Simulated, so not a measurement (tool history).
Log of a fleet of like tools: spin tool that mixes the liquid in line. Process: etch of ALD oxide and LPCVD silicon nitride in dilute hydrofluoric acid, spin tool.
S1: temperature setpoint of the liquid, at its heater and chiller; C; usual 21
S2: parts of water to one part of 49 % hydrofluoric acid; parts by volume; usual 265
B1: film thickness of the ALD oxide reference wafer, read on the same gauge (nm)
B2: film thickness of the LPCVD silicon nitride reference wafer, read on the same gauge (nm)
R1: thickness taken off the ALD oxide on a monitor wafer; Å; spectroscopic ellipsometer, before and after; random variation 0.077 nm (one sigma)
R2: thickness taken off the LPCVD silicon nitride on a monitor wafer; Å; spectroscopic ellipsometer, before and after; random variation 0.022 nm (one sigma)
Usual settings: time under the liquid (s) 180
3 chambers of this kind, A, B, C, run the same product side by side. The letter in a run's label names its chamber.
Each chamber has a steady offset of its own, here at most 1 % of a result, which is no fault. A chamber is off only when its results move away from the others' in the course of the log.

{"run": "1B", "hour": 4.4, "S1": 21, "S2": 265, "time under the liquid (s)": 180, "B1": 50.033, "B2": 130.02, "R1": 75.799, "R2": 3.3269}
{"run": "2C", "hour": 8.9, "S1": 21, "S2": 265, "time under the liquid (s)": 180, "B1": 49.997, "B2": 129.96, "R1": 77.714, "R2": 2.7088}
{"run": "3A", "hour": 12.0, "S1": 21, "S2": 265, "time under the liquid (s)": 180, "B1": 50.015, "B2": 130.02, "R1": 77.252, "R2": 2.5279}
{"run": "4B", "hour": 17.2, "S1": 21, "S2": 265, "time under the liquid (s)": 180, "B1": 49.973, "B2": 129.99, "R1": 77.429, "R2": 2.7175}
{"run": "5A", "hour": 22.0, "S1": 21, "S2": 265, "time under the liquid (s)": 180, "B1": 50.03, "B2": 129.98, "R1": 75.85, "R2": 2.7791}
{"run": "6C", "hour": 27.8, "S1": 21, "S2": 265, "time under the liquid (s)": 180, "B1": 50.028, "B2": 130.01, "R1": 76.46, "R2": 2.7942}
{"run": "7A", "hour": 30.7, "S1": 21, "S2": 265, "time under the liquid (s)": 180, "B1": 49.993, "B2": 129.97, "R1": 75.287, "R2": 2.3322}
{"run": "8B", "hour": 34.8, "S1": 21, "S2": 265, "time under the liquid (s)": 180, "B1": 50.023, "B2": 130.01, "R1": 76.106, "R2": 2.549}
{"run": "9C", "hour": 39.8, "S1": 21, "S2": 265, "time under the liquid (s)": 180, "B1": 50.005, "B2": 130, "R1": 77.416, "R2": 2.4666}
{"run": "10B", "hour": 43.5, "S1": 21, "S2": 265, "time under the liquid (s)": 180, "B1": 50.034, "B2": 130, "R1": 76.508, "R2": 2.7923}
{"run": "11A", "hour": 49.5, "S1": 25, "S2": 265, "time under the liquid (s)": 180, "B1": 50.001, "B2": 130.02, "R1": 87.932, "R2": 3.0429}
{"run": "12C", "hour": 54.3, "S1": 25, "S2": 265, "time under the liquid (s)": 180, "B1": 49.994, "B2": 130.03, "R1": 87.411, "R2": 3.5392}
{"run": "13C", "hour": 59.6, "S1": 25, "S2": 265, "time under the liquid (s)": 180, "B1": 49.991, "B2": 130, "R1": 88.058, "R2": 3.5421}
{"run": "14B", "hour": 63.5, "S1": 21, "S2": 265, "time under the liquid (s)": 180, "B1": 50.026, "B2": 130.01, "R1": 78.225, "R2": 2.8228}
{"run": "15A", "hour": 68.8, "S1": 21, "S2": 265, "time under the liquid (s)": 180, "B1": 50.001, "B2": 129.99, "R1": 76.829, "R2": 3.1365}
{"run": "16C", "hour": 72.1, "S1": 21, "S2": 265, "time under the liquid (s)": 180, "B1": 50.028, "B2": 130, "R1": 75.427, "R2": 2.3781}
{"run": "17B", "hour": 76.4, "S1": 21, "S2": 265, "time under the liquid (s)": 180, "B1": 49.996, "B2": 130.01, "R1": 77.892, "R2": 2.4472}
{"run": "18A", "hour": 79.7, "S1": 21, "S2": 170, "time under the liquid (s)": 110, "B1": 49.972, "B2": 129.99, "R1": 80.309, "R2": 2.702}
{"run": "19A", "hour": 83.4, "S1": 21, "S2": 170, "time under the liquid (s)": 110, "B1": 50.007, "B2": 130.01, "R1": 80.609, "R2": 2.6406}
{"run": "20B", "hour": 87.0, "S1": 21, "S2": 170, "time under the liquid (s)": 110, "B1": 49.978, "B2": 130.02, "R1": 80.285, "R2": 2.3967}
{"run": "21C", "hour": 90.6, "S1": 21, "S2": 265, "time under the liquid (s)": 180, "B1": 50.033, "B2": 129.99, "R1": 74.685, "R2": 2.5632}
{"run": "22C", "hour": 96.6, "S1": 21, "S2": 265, "time under the liquid (s)": 180, "B1": 50.026, "B2": 129.98, "R1": 76.2, "R2": 2.8264}
{"run": "23B", "hour": 100.1, "S1": 21, "S2": 345, "time under the liquid (s)": 180, "B1": 50.009, "B2": 129.97, "R1": 55.331, "R2": 2.3286}
{"run": "24A", "hour": 105.0, "S1": 21, "S2": 345, "time under the liquid (s)": 180, "B1": 49.977, "B2": 129.99, "R1": 55.259, "R2": 1.856}
{"run": "25A", "hour": 108.5, "S1": 21, "S2": 345, "time under the liquid (s)": 180, "B1": 49.991, "B2": 130, "R1": 55.388, "R2": 2.4274}
{"run": "26B", "hour": 112.0, "S1": 21, "S2": 375, "time under the liquid (s)": 180, "B1": 49.966, "B2": 130.04, "R1": 48.798, "R2": 1.9629}
{"run": "27C", "hour": 118.0, "S1": 21, "S2": 375, "time under the liquid (s)": 180, "B1": 50.019, "B2": 130.02, "R1": 47.548, "R2": 2.018}
{"run": "28B", "hour": 122.0, "S1": 21, "S2": 375, "time under the liquid (s)": 180, "B1": 50.009, "B2": 130.05, "R1": 49.183, "R2": 2.2104}
{"run": "29A", "hour": 127.5, "S1": 21, "S2": 265, "time under the liquid (s)": 180, "B1": 49.998, "B2": 130.02, "R1": 77.332, "R2": 2.8618}
{"run": "30C", "hour": 131.1, "S1": 21, "S2": 265, "time under the liquid (s)": 180, "B1": 50.035, "B2": 130.01, "R1": 74.184, "R2": 2.994}
{"run": "31B", "hour": 135.3, "S1": 21, "S2": 265, "time under the liquid (s)": 180, "B1": 50.005, "B2": 130.02, "R1": 77.244, "R2": 2.7399}
{"run": "32C", "hour": 141.0, "S1": 21, "S2": 265, "time under the liquid (s)": 180, "B1": 49.981, "B2": 129.95, "R1": 74.329, "R2": 2.6643}
{"run": "33A", "hour": 147.0, "S1": 21, "S2": 265, "time under the liquid (s)": 180, "B1": 50.023, "B2": 130.01, "R1": 77.709, "R2": 2.9797}
{"run": "34C", "hour": 150.2, "S1": 21, "S2": 265, "time under the liquid (s)": 180, "B1": 50.023, "B2": 130, "R1": 72.817, "R2": 2.4397}
{"run": "35A", "hour": 154.2, "S1": 21, "S2": 265, "time under the liquid (s)": 180, "B1": 49.978, "B2": 130.01, "R1": 76.608, "R2": 2.6832}
{"run": "36B", "hour": 159.3, "S1": 21, "S2": 265, "time under the liquid (s)": 180, "B1": 50.008, "B2": 130.02, "R1": 77.709, "R2": 2.7248}
{"run": "37C", "hour": 162.6, "S1": 21, "S2": 265, "time under the liquid (s)": 180, "B1": 50.005, "B2": 129.97, "R1": 73.43, "R2": 2.329}
{"run": "38A", "hour": 168.1, "S1": 21, "S2": 265, "time under the liquid (s)": 180, "B1": 49.985, "B2": 130.05, "R1": 77.241, "R2": 2.5139}
{"run": "39B", "hour": 173.4, "S1": 21, "S2": 265, "time under the liquid (s)": 180, "B1": 50.019, "B2": 130.03, "R1": 77.043, "R2": 2.7477}
{"run": "40B", "hour": 179.2, "S1": 19.5, "S2": 145, "time under the liquid (s)": 180, "B1": 49.992, "B2": 130.06, "R1": 151.52, "R2": 3.9579}

What goes on in this fleet: one chamber off, a drifting gauge, or nothing beyond the chambers' own small offsets? Name the chamber and the cause, if any.

Chamber C drifts away from the others.
Cause: hydrofluoric acid flow below the setpoint (%) = 4.62.

Here are 4 candidates for chamber C's next run, each the usual settings with a change, their results left as question marks. Which one brings its results back in line with what the others give on the usual settings?
In line means no further than this from the other chambers' mean on the usual settings: R1 2.7 Å; R2 0.78 Å
{"run": "41C-1", "hour": 183.6, "S1": 21, "S2": 270, "time under the liquid (s)": 175, "R1": "?", "R2": "?"}
{"run": "41C-2", "hour": 183.6, "S1": 21.5, "S2": 255, "time under the liquid (s)": 190, "R1": "?", "R2": "?"}
{"run": "41C-3", "hour": 183.6, "S1": 21, "S2": 260, "time under the liquid (s)": 185, "R1": "?", "R2": "?"}
{"run": "41C-4", "hour": 183.6, "S1": 20.5, "S2": 275, "time under the liquid (s)": 170, "R1": "?", "R2": "?"}

The other chambers' mean on the usual settings: R1 76.777 Å; R2 2.773 Å
run=41C-1 R1=69.123 R2=2.6107
run=41C-2 R1=82.188 R2=3.096
run=41C-3 R1=76.647 R2=2.8637
run=41C-4 R1=64.394 R2=2.4119
41C-3 brings the chamber back in line.
